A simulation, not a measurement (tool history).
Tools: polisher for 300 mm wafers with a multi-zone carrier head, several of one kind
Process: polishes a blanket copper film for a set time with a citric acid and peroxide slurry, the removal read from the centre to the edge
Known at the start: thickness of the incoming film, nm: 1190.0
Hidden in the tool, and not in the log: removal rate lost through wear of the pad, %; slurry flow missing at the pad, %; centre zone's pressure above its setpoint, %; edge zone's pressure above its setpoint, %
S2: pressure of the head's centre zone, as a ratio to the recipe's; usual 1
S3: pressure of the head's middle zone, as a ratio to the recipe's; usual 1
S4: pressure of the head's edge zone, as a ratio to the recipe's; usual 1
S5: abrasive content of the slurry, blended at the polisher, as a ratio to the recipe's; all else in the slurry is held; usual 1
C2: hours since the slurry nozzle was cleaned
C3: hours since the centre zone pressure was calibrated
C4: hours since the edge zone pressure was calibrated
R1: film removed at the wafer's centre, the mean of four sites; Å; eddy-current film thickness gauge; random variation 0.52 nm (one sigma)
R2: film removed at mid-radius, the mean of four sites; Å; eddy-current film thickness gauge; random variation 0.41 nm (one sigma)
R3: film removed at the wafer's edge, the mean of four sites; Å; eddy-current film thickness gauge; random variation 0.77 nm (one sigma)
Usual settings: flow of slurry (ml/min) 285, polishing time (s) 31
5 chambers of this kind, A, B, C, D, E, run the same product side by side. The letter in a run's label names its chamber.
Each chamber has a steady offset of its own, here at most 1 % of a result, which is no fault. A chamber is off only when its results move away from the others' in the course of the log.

At day 0.108: chamber B: centre zone pressure recalibrated.
Run 1E, day 0.342: usual settings; wafers polished on this pad 1472; C2 540.7; C3 18.5; C4 65.1. Result: R1 645.37 Å, R2 637.49 Å, R3 639.24 Å.
Run 2A, day 0.662: usual settings; wafers polished on this pad 486; C2 469; C3 320.2; C4 382.6. Result: R1 638.84 Å, R2 636.34 Å, R3 632.17 Å.
Run 3D, day 0.962: usual settings; wafers polished on this pad 1125; C2 312.3; C3 209.7; C4 130.4. Result: R1 629 Å, R2 626.92 Å, R3 631.36 Å.
At day 1.021: chamber E: worn pad replaced by a new one.
Run 4C, day 1.296: usual settings; wafers polished on this pad 829; C2 349.8; C3 406.4; C4 325.8. Result: R1 652.28 Å, R2 639.85 Å, R3 639.68 Å.
Run 5B, day 1.567: usual settings but S5 1.15; wafers polished on this pad 489; C2 260.6; C3 35; C4 124.7. Result: R1 653.86 Å, R2 660.52 Å, R3 661.94 Å.
Run 6E, day 1.842: usual settings but S5 1.15; wafers polished on this pad 167; C2 576.7; C3 54.5; C4 101.1. Result: R1 672.22 Å, R2 663.84 Å, R3 650.61 Å.
Run 7D, day 2.217: usual settings but S5 1.15; wafers polished on this pad 1381; C2 342.4; C3 239.8; C4 160.5. Result: R1 653.21 Å, R2 648.19 Å, R3 658.29 Å.
At day 2.221: chamber B: worn pad replaced by a new one.
At day 2.283: chamber D: worn pad replaced by a new one.
Run 8B, day 2.533: usual settings but S5 1.15; wafers polished on this pad 64; C2 283.8; C3 58.2; C4 147.9. Result: R1 651.37 Å, R2 662.88 Å, R3 647.41 Å.
Run 9A, day 2.792: usual settings but S5 1.15; wafers polished on this pad 920; C2 520.1; C3 371.3; C4 433.7. Result: R1 659.88 Å, R2 654.79 Å, R3 650.73 Å.
Run 10C, day 3.004: usual settings; wafers polished on this pad 1177; C2 390.8; C3 447.4; C4 366.8. Result: R1 637.52 Å, R2 638.78 Å, R3 628.38 Å.
At day 3.2: chamber C: worn pad replaced by a new one.
Run 11C, day 3.271: usual settings; wafers polished on this pad 15; C2 397.2; C3 453.8; C4 373.2. Result: R1 646.43 Å, R2 637.8 Å, R3 637.58 Å.
Run 12A, day 3.592: usual settings; wafers polished on this pad 1084; C2 539.3; C3 390.5; C4 452.9. Result: R1 640.35 Å, R2 637.75 Å, R3 639.43 Å.
Run 13E, day 3.829: usual settings; wafers polished on this pad 572; C2 624.4; C3 102.2; C4 148.8. Result: R1 642.59 Å, R2 646.26 Å, R3 645.02 Å.
At day 4.196: chamber A: worn pad replaced by a new one.
Run 14D, day 4.242: usual settings; wafers polished on this pad 399; C2 391; C3 288.4; C4 209.1. Result: R1 645.09 Å, R2 630.22 Å, R3 636.07 Å.
Run 15B, day 4.454: usual settings; wafers polished on this pad 456; C2 329.9; C3 104.3; C4 194. Result: R1 641.5 Å, R2 634.64 Å, R3 643.48 Å.
At day 4.562: chamber B: worn pad replaced by a new one.
Run 16B, day 4.717: usual settings; wafers polished on this pad 31; C2 336.2; C3 110.6; C4 200.3. Result: R1 632.72 Å, R2 638.11 Å, R3 652.98 Å.
Run 17E, day 5.096: usual settings; wafers polished on this pad 831; C2 654.8; C3 132.6; C4 179.2. Result: R1 642.94 Å, R2 649.51 Å, R3 622.26 Å.
At day 5.158: chamber D: slurry nozzle cleaned.
Run 18D, day 5.538: usual settings; wafers polished on this pad 663; C2 9.2; C3 319.5; C4 240.2. Result: R1 636.06 Å, R2 638.06 Å, R3 615.87 Å.
Run 19A, day 5.838: usual settings; wafers polished on this pad 335; C2 593.2; C3 444.4; C4 506.8. Result: R1 628.34 Å, R2 637.39 Å, R3 625.04 Å.
Run 20C, day 6.117: usual settings; wafers polished on this pad 595; C2 465.5; C3 522.1; C4 441.5. Result: R1 644.81 Å, R2 644.14 Å, R3 643.03 Å.
Run 21A, day 6.329: usual settings but S5 1.25; wafers polished on this pad 435; C2 605; C3 456.2; C4 518.6. Result: R1 665.49 Å, R2 668.66 Å, R3 666.11 Å.
At day 6.492: chamber C: edge zone pressure recalibrated.
Run 22B, day 6.546: usual settings but S5 1.25; wafers polished on this pad 404; C2 380.1; C3 154.5; C4 244.2. Result: R1 665.72 Å, R2 667.87 Å, R3 667.85 Å.
Run 23E, day 6.842: usual settings but S5 1.25; wafers polished on this pad 1187; C2 696.7; C3 174.5; C4 221.1. Result: R1 677.36 Å, R2 668.4 Å, R3 671.71 Å.
Run 24D, day 7.267: usual settings but S5 1.25; wafers polished on this pad 1016; C2 50.7; C3 361; C4 281.7. Result: R1 667.69 Å, R2 666.68 Å, R3 673.93 Å.
Run 25C, day 7.479: usual settings but S5 1.25; wafers polished on this pad 873; C2 498.2; C3 554.8; C4 23.8. Result: R1 673.85 Å, R2 672.64 Å, R3 660.62 Å.
At day 7.492: chamber B: worn pad replaced by a new one.
Run 26C, day 7.708: usual settings; wafers polished on this pad 919; C2 503.7; C3 560.3; C4 29.3. Result: R1 639.12 Å, R2 646.35 Å, R3 626.98 Å.
Run 27A, day 8.021: usual settings; wafers polished on this pad 780; C2 645.6; C3 496.8; C4 559.2. Result: R1 624.32 Å, R2 638.12 Å, R3 623.02 Å.
At day 8.358: chamber E: worn pad replaced by a new one.
Run 28E, day 8.358: usual settings but S3 0.94; wafers polished on this pad 0; C2 733.1; C3 210.9; C4 257.5. Result: R1 636.05 Å, R2 607.22 Å, R3 643.09 Å.
At day 8.488: chamber D: worn pad replaced by a new one.
Run 29D, day 8.617: usual settings but S3 0.94; wafers polished on this pad 26; C2 83.1; C3 393.4; C4 314.1. Result: R1 632.47 Å, R2 594.43 Å, R3 634.63 Å.
Run 30B, day 8.888: usual settings but S3 0.94; wafers polished on this pad 285; C2 436.3; C3 210.7; C4 300.4. Result: R1 631.64 Å, R2 604.92 Å, R3 638.3 Å.
Run 31B, day 9.312: usual settings but S3 0.94; wafers polished on this pad 372; C2 446.5; C3 220.9; C4 310.6. Result: R1 635.79 Å, R2 607.43 Å, R3 634.53 Å.
Run 32A, day 9.588: usual settings but S3 0.94; wafers polished on this pad 1099; C2 683.2; C3 534.4; C4 596.8. Result: R1 629.73 Å, R2 605.12 Å, R3 614.74 Å.
At day 9.679: chamber A: slurry nozzle cleaned.
Run 33E, day 9.817: usual settings; wafers polished on this pad 297; C2 768.1; C3 245.9; C4 292.5. Result: R1 638.88 Å, R2 644.01 Å, R3 636.95 Å.
At day 9.938: chamber B: worn pad replaced by a new one.
At day 9.983: chamber C: worn pad replaced by a new one.
Run 34C, day 10.067: usual settings; wafers polished on this pad 17; C2 560.3; C3 616.9; C4 85.9. Result: R1 643.98 Å, R2 643.92 Å, R3 636.02 Å.
At day 10.162: chamber E: slurry nozzle cleaned.
At day 10.254: chamber A: worn pad replaced by a new one.
Run 35D, day 10.296: usual settings; wafers polished on this pad 369; C2 123.4; C3 433.7; C4 354.4. Result: R1 636.78 Å, R2 631.01 Å, R3 634.87 Å.
Run 36C, day 10.688: usual settings; wafers polished on this pad 144; C2 575.2; C3 631.8; C4 100.8. Result: R1 652.02 Å, R2 634.4 Å, R3 631.56 Å.
Run 37D, day 11.046: usual settings; wafers polished on this pad 521; C2 141.4; C3 451.7; C4 372.4. Result: R1 634.1 Å, R2 637.51 Å, R3 629.15 Å.
Run 38E, day 11.417: usual settings; wafers polished on this pad 623; C2 30.1; C3 284.3; C4 330.9. Result: R1 646.11 Å, R2 651.61 Å, R3 643.04 Å.
Run 39B, day 11.629: usual settings; wafers polished on this pad 345; C2 502.1; C3 276.5; C4 366.2. Result: R1 634.91 Å, R2 643.12 Å, R3 643.35 Å.
Run 40A, day 11.946: usual settings; wafers polished on this pad 345; C2 54.4; C3 591; C4 653.4. Result: R1 633.53 Å, R2 634.81 Å, R3 625 Å.
Run 41C, day 12.338: usual settings; wafers polished on this pad 480; C2 614.8; C3 671.4; C4 140.4. Result: R1 651.19 Å, R2 639.24 Å, R3 637.72 Å.

All 5 chambers run these settings next. Forecast each chamber's results:
Run 42A, day 12.654: usual settings. Result: R1 ?, R2 ?, R3 ?.
Run 42B, day 12.654: usual settings. Result: R1 ?, R2 ?, R3 ?.
Run 42C, day 12.654: usual settings. Result: R1 ?, R2 ?, R3 ?.
Run 42D, day 12.654: usual settings. Result: R1 ?, R2 ?, R3 ?.
Run 42E, day 12.654: usual settings. Result: R1 ?, R2 ?, R3 ?.

run      R1      R2      R3
42A  630.78   638.9  628.71
42B  641.21  644.81  658.26
42C  640.24  641.03  629.25
42D  638.75   626.2  631.36
42E  649.42  637.44   646.7
